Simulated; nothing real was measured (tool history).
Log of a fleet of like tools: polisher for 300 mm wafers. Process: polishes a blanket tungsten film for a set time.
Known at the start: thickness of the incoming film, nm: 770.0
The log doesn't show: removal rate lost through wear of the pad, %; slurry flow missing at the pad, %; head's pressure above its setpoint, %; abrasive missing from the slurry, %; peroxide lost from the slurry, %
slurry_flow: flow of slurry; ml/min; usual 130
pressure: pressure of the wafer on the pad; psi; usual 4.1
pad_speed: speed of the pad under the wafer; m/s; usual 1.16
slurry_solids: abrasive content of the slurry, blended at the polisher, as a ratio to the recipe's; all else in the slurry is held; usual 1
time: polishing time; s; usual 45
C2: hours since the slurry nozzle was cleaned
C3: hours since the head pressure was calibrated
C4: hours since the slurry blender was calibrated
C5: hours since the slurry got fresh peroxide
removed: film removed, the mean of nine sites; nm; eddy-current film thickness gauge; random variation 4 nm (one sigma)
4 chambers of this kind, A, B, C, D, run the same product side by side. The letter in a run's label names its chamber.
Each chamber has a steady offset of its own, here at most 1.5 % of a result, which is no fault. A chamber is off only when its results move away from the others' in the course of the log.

{"day": 0.112, "done": "chamber B: slurry nozzle cleaned"}
{"day": 0.321, "done": "chamber D: head pressure recalibrated"}
{"run": "1D", "day": 0.508, "slurry_flow": 130, "pressure": 4.1, "pad_speed": 1.16, "slurry_solids": 1, "time": 45, "wafers polished on this pad": 549, "C2": 103.3, "C3": 4.6, "C4": 154.9, "C5": 27.7, "removed": 328.58}
{"run": "2A", "day": 1.038, "slurry_flow": 130, "pressure": 4.1, "pad_speed": 1.16, "slurry_solids": 1, "time": 45, "wafers polished on this pad": 231, "C2": 500.2, "C3": 488.4, "C4": 124.3, "C5": 83, "removed": 321.78}
{"day": 1.179, "done": "chamber A: slurry tank refilled with fresh slurry and peroxide"}
{"run": "3C", "day": 1.383, "slurry_flow": 130, "pressure": 4.1, "pad_speed": 1.16, "slurry_solids": 1, "time": 45, "wafers polished on this pad": 523, "C2": 50.9, "C3": 423.5, "C4": 159.2, "C5": 118.8, "removed": 320.42}
{"day": 1.467, "done": "chamber B: slurry blender recalibrated"}
{"run": "4B", "day": 1.633, "slurry_flow": 130, "pressure": 4.1, "pad_speed": 1.16, "slurry_solids": 1, "time": 45, "wafers polished on this pad": 330, "C2": 36.5, "C3": 73.7, "C4": 4, "C5": 86.3, "removed": 324.97}
{"day": 1.788, "done": "chamber C: slurry tank refilled with fresh slurry and peroxide"}
{"day": 1.929, "done": "chamber D: worn pad replaced by a new one"}
{"run": "5A", "day": 2.054, "slurry_flow": 130, "pressure": 4.1, "pad_speed": 1.16, "slurry_solids": 1, "time": 45, "wafers polished on this pad": 406, "C2": 524.6, "C3": 512.8, "C4": 148.7, "C5": 21.1, "removed": 325.13}
{"run": "6B", "day": 2.304, "slurry_flow": 130, "pressure": 4.1, "pad_speed": 1.16, "slurry_solids": 1, "time": 45, "wafers polished on this pad": 445, "C2": 52.6, "C3": 89.8, "C4": 20.1, "C5": 102.4, "removed": 326.43}
{"day": 2.675, "done": "chamber D: slurry tank refilled with fresh slurry and peroxide"}
{"run": "7D", "day": 2.729, "slurry_flow": 130, "pressure": 4.1, "pad_speed": 1.16, "slurry_solids": 1, "time": 45, "wafers polished on this pad": 138, "C2": 156.6, "C3": 57.9, "C4": 208.2, "C5": 1.4, "removed": 322.77}
{"run": "8C", "day": 3.262, "slurry_flow": 130, "pressure": 4.1, "pad_speed": 1.16, "slurry_solids": 1, "time": 45, "wafers polished on this pad": 846, "C2": 96, "C3": 468.6, "C4": 204.3, "C5": 35.5, "removed": 321.9}
{"day": 3.288, "done": "chamber B: slurry tank refilled with fresh slurry and peroxide"}
{"run": "9A", "day": 3.562, "slurry_flow": 130, "pressure": 4.1, "pad_speed": 1.16, "slurry_solids": 1, "time": 45, "wafers polished on this pad": 665, "C2": 560.8, "C3": 549, "C4": 184.9, "C5": 57.3, "removed": 323.72}
{"run": "10C", "day": 3.912, "slurry_flow": 130, "pressure": 4.1, "pad_speed": 1.16, "slurry_solids": 1, "time": 45, "wafers polished on this pad": 958, "C2": 111.6, "C3": 484.2, "C4": 219.9, "C5": 51.1, "removed": 326.46}
{"day": 4.096, "done": "chamber C: head pressure recalibrated"}
{"run": "11B", "day": 4.471, "slurry_flow": 130, "pressure": 4.1, "pad_speed": 1.16, "slurry_solids": 1, "time": 45, "wafers polished on this pad": 818, "C2": 104.6, "C3": 141.8, "C4": 72.1, "C5": 28.5, "removed": 328.45}
{"day": 4.667, "done": "chamber A: worn pad replaced by a new one"}
{"day": 4.717, "done": "chamber C: worn pad replaced by a new one"}
{"run": "12D", "day": 5.012, "slurry_flow": 130, "pressure": 4.1, "pad_speed": 1.16, "slurry_solids": 1, "time": 45, "wafers polished on this pad": 530, "C2": 211.4, "C3": 112.7, "C4": 263, "C5": 56.2, "removed": 322.28}
{"run": "13C", "day": 5.321, "slurry_flow": 130, "pressure": 4.1, "pad_speed": 1.16, "slurry_solids": 1, "time": 45, "wafers polished on this pad": 104, "C2": 145.4, "C3": 29.4, "C4": 253.7, "C5": 84.9, "removed": 318.02}
{"day": 5.567, "done": "chamber D: slurry tank refilled with fresh slurry and peroxide"}
{"run": "14B", "day": 5.612, "slurry_flow": 130, "pressure": 4.1, "pad_speed": 1.16, "slurry_solids": 1, "time": 45, "wafers polished on this pad": 1014, "C2": 132, "C3": 169.2, "C4": 99.5, "C5": 55.9, "removed": 330.81}
{"day": 5.758, "done": "chamber B: worn pad replaced by a new one"}
{"day": 5.871, "done": "chamber A: slurry tank refilled with fresh slurry and peroxide"}
{"day": 6.079, "done": "chamber C: slurry tank refilled with fresh slurry and peroxide"}
{"run": "15A", "day": 6.179, "slurry_flow": 130, "pressure": 4.1, "pad_speed": 1.16, "slurry_solids": 1, "time": 45, "wafers polished on this pad": 260, "C2": 623.6, "C3": 611.8, "C4": 247.7, "C5": 7.4, "removed": 322.01}
{"run": "16D", "day": 6.708, "slurry_flow": 130, "pressure": 4.1, "pad_speed": 0.82, "slurry_solids": 1, "time": 52, "wafers polished on this pad": 822, "C2": 252.1, "C3": 153.4, "C4": 303.7, "C5": 27.4, "removed": 268.42}
{"day": 7.208, "done": "chamber D: worn pad replaced by a new one"}
{"run": "17A", "day": 7.254, "slurry_flow": 130, "pressure": 4.1, "pad_speed": 0.82, "slurry_solids": 1, "time": 52, "wafers polished on this pad": 445, "C2": 649.4, "C3": 637.6, "C4": 273.5, "C5": 33.2, "removed": 265.96}
{"day": 7.45, "done": "chamber C: slurry blender recalibrated"}
{"run": "18B", "day": 7.792, "slurry_flow": 130, "pressure": 4.1, "pad_speed": 0.82, "slurry_solids": 1, "time": 52, "wafers polished on this pad": 350, "C2": 184.3, "C3": 221.5, "C4": 151.8, "C5": 108.2, "removed": 266.21}
{"run": "19D", "day": 8.154, "slurry_flow": 130, "pressure": 4.1, "pad_speed": 0.82, "slurry_solids": 1, "time": 52, "wafers polished on this pad": 163, "C2": 286.8, "C3": 188.1, "C4": 338.4, "C5": 62.1, "removed": 264.41}
{"run": "20C", "day": 8.592, "slurry_flow": 130, "pressure": 4.1, "pad_speed": 1.16, "slurry_solids": 1, "time": 45, "wafers polished on this pad": 666, "C2": 223.9, "C3": 107.9, "C4": 27.4, "C5": 60.3, "removed": 319.97}
{"run": "21D", "day": 8.958, "slurry_flow": 130, "pressure": 4.1, "pad_speed": 1.16, "slurry_solids": 1, "time": 45, "wafers polished on this pad": 301, "C2": 306.1, "C3": 207.4, "C4": 357.7, "C5": 81.4, "removed": 321.03}
{"day": 9.008, "done": "chamber D: slurry tank refilled with fresh slurry and peroxide"}
{"run": "22C", "day": 9.321, "slurry_flow": 130, "pressure": 4.1, "pad_speed": 1.4, "slurry_solids": 1, "time": 45, "wafers polished on this pad": 791, "C2": 241.4, "C3": 125.4, "C4": 44.9, "C5": 77.8, "removed": 385.9}
{"day": 9.454, "done": "chamber B: slurry nozzle cleaned"}
{"day": 9.525, "done": "chamber D: slurry blender recalibrated"}
{"run": "23A", "day": 9.567, "slurry_flow": 130, "pressure": 4.1, "pad_speed": 1.4, "slurry_solids": 1, "time": 45, "wafers polished on this pad": 842, "C2": 704.9, "C3": 693.1, "C4": 329, "C5": 88.7, "removed": 384.96}
{"run": "24B", "day": 10.038, "slurry_flow": 130, "pressure": 4.1, "pad_speed": 1.4, "slurry_solids": 1, "time": 45, "wafers polished on this pad": 736, "C2": 14.1, "C3": 275.4, "C4": 205.7, "C5": 162.1, "removed": 401.6}
{"day": 10.054, "done": "chamber B: slurry tank refilled with fresh slurry and peroxide"}
{"day": 10.238, "done": "chamber A: worn pad replaced by a new one"}
{"day": 10.242, "done": "chamber A: slurry tank refilled with fresh slurry and peroxide"}
{"run": "25D", "day": 10.596, "slurry_flow": 130, "pressure": 4.1, "pad_speed": 1.4, "slurry_solids": 1, "time": 45, "wafers polished on this pad": 582, "C2": 345.4, "C3": 246.7, "C4": 25.7, "C5": 38.1, "removed": 390.87}
{"day": 10.829, "done": "chamber C: slurry tank refilled with fresh slurry and peroxide"}
{"day": 10.833, "done": "chamber C: worn pad replaced by a new one"}
{"run": "26A", "day": 10.854, "slurry_flow": 130, "pressure": 4.1, "pad_speed": 1.16, "slurry_solids": 1, "time": 45, "wafers polished on this pad": 106, "C2": 735.8, "C3": 724, "C4": 359.9, "C5": 14.8, "removed": 317.43}
{"run": "27B", "day": 11.412, "slurry_flow": 130, "pressure": 4.1, "pad_speed": 1.16, "slurry_solids": 1, "time": 45, "wafers polished on this pad": 972, "C2": 47.1, "C3": 308.4, "C4": 238.7, "C5": 32.7, "removed": 328.52}
{"day": 11.579, "done": "chamber B: worn pad replaced by a new one"}
{"run": "28C", "day": 11.8, "slurry_flow": 130, "pressure": 4.1, "pad_speed": 1.16, "slurry_solids": 1, "time": 45, "wafers polished on this pad": 166, "C2": 300.9, "C3": 184.9, "C4": 104.4, "C5": 23.3, "removed": 326.91}
{"day": 11.871, "done": "chamber D: slurry tank refilled with fresh slurry and peroxide"}
{"run": "29A", "day": 12.221, "slurry_flow": 130, "pressure": 4.1, "pad_speed": 1.16, "slurry_solids": 1, "time": 45, "wafers polished on this pad": 341, "C2": 768.6, "C3": 756.8, "C4": 392.7, "C5": 47.6, "removed": 310.99}
{"day": 12.262, "done": "chamber D: worn pad replaced by a new one"}
{"day": 12.338, "done": "chamber A: slurry nozzle cleaned"}
{"run": "30B", "day": 12.538, "slurry_flow": 130, "pressure": 4.1, "pad_speed": 1.16, "slurry_solids": 1, "time": 45, "wafers polished on this pad": 165, "C2": 74.1, "C3": 335.4, "C4": 265.7, "C5": 59.7, "removed": 325.86}
{"run": "31D", "day": 12.8, "slurry_flow": 130, "pressure": 4.1, "pad_speed": 1.16, "slurry_solids": 1, "time": 45, "wafers polished on this pad": 92, "C2": 398.3, "C3": 299.6, "C4": 78.6, "C5": 22.4, "removed": 328.07}
{"run": "32C", "day": 13.1, "slurry_flow": 130, "pressure": 4.1, "pad_speed": 1.16, "slurry_solids": 1, "time": 45, "wafers polished on this pad": 390, "C2": 332.1, "C3": 216.1, "C4": 135.6, "C5": 54.5, "removed": 323.84}
{"run": "33B", "day": 13.425, "slurry_flow": 130, "pressure": 4.1, "pad_speed": 1.16, "slurry_solids": 1, "time": 45, "wafers polished on this pad": 317, "C2": 95.4, "C3": 356.7, "C4": 287, "C5": 81, "removed": 329.95}
{"run": "34D", "day": 13.933, "slurry_flow": 130, "pressure": 4.1, "pad_speed": 1.16, "slurry_solids": 1, "time": 45, "wafers polished on this pad": 287, "C2": 425.5, "C3": 326.8, "C4": 105.8, "C5": 49.6, "removed": 316.58}
{"day": 14.146, "done": "chamber A: slurry tank refilled with fresh slurry and peroxide"}
{"run": "35A", "day": 14.321, "slurry_flow": 130, "pressure": 4.1, "pad_speed": 1.16, "slurry_solids": 1, "time": 45, "wafers polished on this pad": 702, "C2": 47.7, "C3": 807.2, "C4": 443.1, "C5": 4.2, "removed": 298.8}
{"day": 14.683, "done": "chamber D: slurry tank refilled with fresh slurry and peroxide"}
{"run": "36C", "day": 14.804, "slurry_flow": 130, "pressure": 4.1, "pad_speed": 1.16, "slurry_solids": 1, "time": 45, "wafers polished on this pad": 683, "C2": 373, "C3": 257, "C4": 176.5, "C5": 95.4, "removed": 326.21}
{"run": "37D", "day": 15.308, "slurry_flow": 130, "pressure": 4.1, "pad_speed": 1.16, "slurry_solids": 1, "time": 45, "wafers polished on this pad": 524, "C2": 458.5, "C3": 359.8, "C4": 138.8, "C5": 15, "removed": 322.81}

Next, every chamber runs the same settings. What will each give?
{"run": "38A", "day": 15.717, "slurry_flow": 130, "pressure": 3.3, "pad_speed": 1.16, "slurry_solids": 1, "time": 45, "removed": "?"}
{"run": "38B", "day": 15.717, "slurry_flow": 130, "pressure": 3.3, "pad_speed": 1.16, "slurry_solids": 1, "time": 45, "removed": "?"}
{"run": "38C", "day": 15.717, "slurry_flow": 130, "pressure": 3.3, "pad_speed": 1.16, "slurry_solids": 1, "time": 45, "removed": "?"}
{"run": "38D", "day": 15.717, "slurry_flow": 130, "pressure": 3.3, "pad_speed": 1.16, "slurry_solids": 1, "time": 45, "removed": "?"}

run=38A removed=235.29
run=38B removed=266.18
run=38C removed=258.46
run=38D removed=265.98
